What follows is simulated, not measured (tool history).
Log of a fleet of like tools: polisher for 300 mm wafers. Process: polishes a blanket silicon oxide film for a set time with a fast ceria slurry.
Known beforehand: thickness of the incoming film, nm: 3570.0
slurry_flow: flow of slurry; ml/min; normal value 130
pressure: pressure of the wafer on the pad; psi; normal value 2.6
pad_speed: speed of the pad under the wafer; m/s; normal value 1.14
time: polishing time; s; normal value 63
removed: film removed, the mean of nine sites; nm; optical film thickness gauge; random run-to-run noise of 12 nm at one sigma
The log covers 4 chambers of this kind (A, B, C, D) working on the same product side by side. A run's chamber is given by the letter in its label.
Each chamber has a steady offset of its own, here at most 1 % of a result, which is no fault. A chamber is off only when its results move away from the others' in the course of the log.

run	hour	slurry_flow	pressure	pad_speed	time	removed
# hour 2.9: chamber B: worn pad replaced by a new one
1A	11.0	130	2.6	1.14	63	968.47
# hour 20.7: chamber A: worn pad replaced by a new one
2B	25.2	130	2.6	1.14	63	950.51
3C	39.1	130	2.6	1.14	63	983.22
4D	46.5	130	2.6	1.14	63	958.98
5A	54.1	130	2.6	1.14	63	962.19
# hour 56.5: chamber C: worn pad replaced by a new one
6D	68.5	130	2.6	1.14	63	956.88
# hour 76.0: chamber D: worn pad replaced by a new one
# hour 77.8: chamber D: slurry nozzle cleaned
# hour 78.3: chamber A: slurry nozzle cleaned
7B	82.2	130	2.6	1.14	63	966.99
# hour 87.4: chamber B: worn pad replaced by a new one
8C	91.9	130	2.6	1.14	63	977.58
9B	99.3	130	2.6	1.14	63	951.80
# hour 100.6: chamber A: worn pad replaced by a new one
10D	107.5	130	2.6	1.14	63	975.21
11A	114.8	130	2.6	1.14	63	972.81
12C	130.6	130	2.6	1.14	63	970.86
# hour 137.2: chamber C: worn pad replaced by a new one
13A	140.5	130	2.6	1.14	63	973.54
14D	155.3	130	2.6	1.14	63	972.54
15B	165.1	130	2.6	0.86	63	727.96
# hour 170.1: chamber D: worn pad replaced by a new one
16C	176.3	130	2.6	0.86	63	728.01
# hour 182.0: chamber B: worn pad replaced by a new one
# hour 184.2: chamber B: head pressure recalibrated
17C	189.2	130	2.6	0.86	63	735.06
# hour 197.4: chamber A: worn pad replaced by a new one
18A	202.8	130	2.6	0.86	63	718.10
19B	210.1	130	2.6	1.14	63	983.44
20D	218.6	130	2.6	1.14	63	961.04
# hour 221.5: chamber C: worn pad replaced by a new one
21B	231.6	130	2.6	1.14	63	981.45
22A	246.4	130	2.6	1.14	63	977.45
# hour 254.5: chamber D: worn pad replaced by a new one
23C	256.6	130	2.6	1.14	63	958.25
# hour 264.0: chamber B: worn pad replaced by a new one
24D	266.7	130	2.6	1.14	63	978.09
# hour 267.1: chamber D: slurry nozzle cleaned
25B	282.8	130	2.6	1.14	63	957.41
# hour 286.7: chamber A: worn pad replaced by a new one
26C	289.8	130	2.6	1.14	63	983.52
27A	304.2	130	2.6	1.14	63	971.58
28D	316.6	130	1.9	1.00	63	626.75
# hour 318.2: chamber C: worn pad replaced by a new one
# hour 324.0: chamber C: slurry nozzle cleaned
29A	325.6	130	1.9	1.00	63	617.50
# hour 329.6: chamber D: head pressure recalibrated
30D	333.9	130	1.9	1.00	63	640.15
31B	343.0	130	1.9	1.00	63	617.89
# hour 348.7: chamber D: worn pad replaced by a new one
# hour 352.9: chamber B: worn pad replaced by a new one
32C	356.2	130	2.6	1.14	63	960.16
33A	369.4	130	2.6	1.14	63	961.35
# hour 369.6: chamber C: head pressure recalibrated
# hour 369.6: chamber A: worn pad replaced by a new one
34C	382.8	150	2.6	0.90	63	781.62
35B	394.0	150	2.6	0.90	63	765.26
36D	403.8	150	2.6	0.90	63	788.93
37A	413.4	150	2.6	0.90	63	782.33
38B	428.0	130	2.6	1.14	63	975.19

For the next run the whole fleet of 4 chambers uses the same settings. Give each chamber's results:
39A	439.8	130	2.6	1.14	63	?
39B	439.8	130	2.6	1.14	63	?
39C	439.8	130	2.6	1.14	63	?
39D	439.8	130	2.6	1.14	63	?

run	removed
39A	968.17
39B	970.83
39C	965.16
39D	980.53

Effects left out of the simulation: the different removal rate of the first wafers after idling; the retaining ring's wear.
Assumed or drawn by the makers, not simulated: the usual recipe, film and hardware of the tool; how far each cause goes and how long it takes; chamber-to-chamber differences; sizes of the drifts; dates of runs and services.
